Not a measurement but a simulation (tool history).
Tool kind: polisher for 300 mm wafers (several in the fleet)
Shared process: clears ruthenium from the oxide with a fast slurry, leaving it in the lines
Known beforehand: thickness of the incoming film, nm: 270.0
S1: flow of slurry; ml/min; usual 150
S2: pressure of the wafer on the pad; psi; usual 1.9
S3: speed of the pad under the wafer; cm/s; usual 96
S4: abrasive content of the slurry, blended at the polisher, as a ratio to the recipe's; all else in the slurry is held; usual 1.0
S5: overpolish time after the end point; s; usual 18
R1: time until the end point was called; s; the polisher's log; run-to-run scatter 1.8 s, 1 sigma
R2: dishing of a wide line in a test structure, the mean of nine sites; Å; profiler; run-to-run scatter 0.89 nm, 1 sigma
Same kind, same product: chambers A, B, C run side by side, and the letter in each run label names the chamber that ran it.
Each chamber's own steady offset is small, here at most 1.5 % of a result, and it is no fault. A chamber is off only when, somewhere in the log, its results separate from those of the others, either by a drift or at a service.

run,hour,S1,S2,S3,S4,S5,R1,R2
# hour 1.7: chamber A: worn pad replaced by a new one
# hour 3.5: chamber C: slurry blender recalibrated
1C,8.9,150,1.9,96,1.0,18,109.920,378.97
2A,15.3,150,1.9,96,1.0,18,108.800,382.09
3B,24.4,150,1.9,96,1.0,18,110.030,369.78
# hour 24.9: chamber C: slurry nozzle cleaned
4C,34.3,150,1.9,96,1.0,18,110.330,367.03
# hour 37.4: chamber B: worn pad replaced by a new one
5A,43.8,150,1.9,96,1.0,18,112.830,367.53
6B,52.9,150,1.9,96,1.0,18,111.210,387.91
7B,62.4,150,1.9,96,1.0,18,110.010,379.24
8A,75.4,150,1.9,96,1.0,18,109.210,377.97
9C,83.1,150,1.9,96,1.0,18,110.430,361.95
# hour 85.5: chamber C: worn pad replaced by a new one
# hour 90.4: chamber A: worn pad replaced by a new one
10A,93.3,150,2.6,96,0.8,18,86.368,455.68
11B,105.5,150,2.6,96,0.8,18,90.411,435.77
# hour 109.6: chamber B: slurry blender recalibrated
# hour 112.7: chamber B: head pressure recalibrated
12C,116.6,150,2.6,96,0.8,18,85.863,453.41
13C,126.2,150,1.9,96,1.0,18,111.810,371.03
14B,139.5,150,1.9,96,1.0,18,100.840,408.61
# hour 147.4: chamber C: slurry blender recalibrated
15A,150.5,150,1.9,96,1.0,18,110.970,365.22
16C,158.6,150,1.9,96,0.7,24,130.960,430.13
17B,165.1,150,1.9,96,0.7,24,119.550,439.64
# hour 169.6: chamber A: slurry blender recalibrated
# hour 172.4: chamber B: worn pad replaced by a new one
18A,174.6,150,1.9,96,0.7,24,127.880,424.54
# hour 178.0: chamber A: worn pad replaced by a new one
19C,184.6,150,1.9,96,1.0,18,107.860,378.84
20A,194.4,150,1.9,96,1.0,18,109.000,377.61
# hour 201.6: chamber A: slurry nozzle cleaned
21B,205.7,150,1.9,96,1.0,18,98.788,406.60
# hour 215.6: chamber C: worn pad replaced by a new one
22C,217.8,150,1.9,96,1.0,18,108.280,366.05
23B,231.0,150,1.9,96,1.0,18,99.718,386.77
24A,243.2,150,1.9,96,1.0,18,110.590,397.09

Which is it: a chamber that has drifted or been left off by a service, a gauge drift common to all chambers, or only each chamber's usual small offset? If a chamber is off, name it and its likeliest cause.

Chamber B came out of a service off from its peers and stayed that way.
Most likely cause: head's pressure above its setpoint, % = 10.5.

Which of the 4 candidates below, each the usual settings with something changed and its results left as question marks, puts chamber B back in line with what the other chambers give on the usual settings?
Maximum distance from the other chambers' mean on the usual settings for a result to count as in line: R1 6.200 s; R2 31.00 Å
25B-1,253.1,150,2.0,100,1.00,18,?,?
25B-2,253.1,150,2.1,104,1.05,18,?,?
25B-3,253.1,150,1.8,92,1.00,18,?,?
25B-4,253.1,150,1.7,88,1.00,18,?,?

The mean the other chambers reach with the usual settings: R1 109.000 s; R2 376.42 Å
run,R1,R2
25B-1,90.797,441.71
25B-2,81.290,487.68
25B-3,109.800,371.62
25B-4,121.640,338.17
With 25B-3, the chamber falls back in line with the rest.
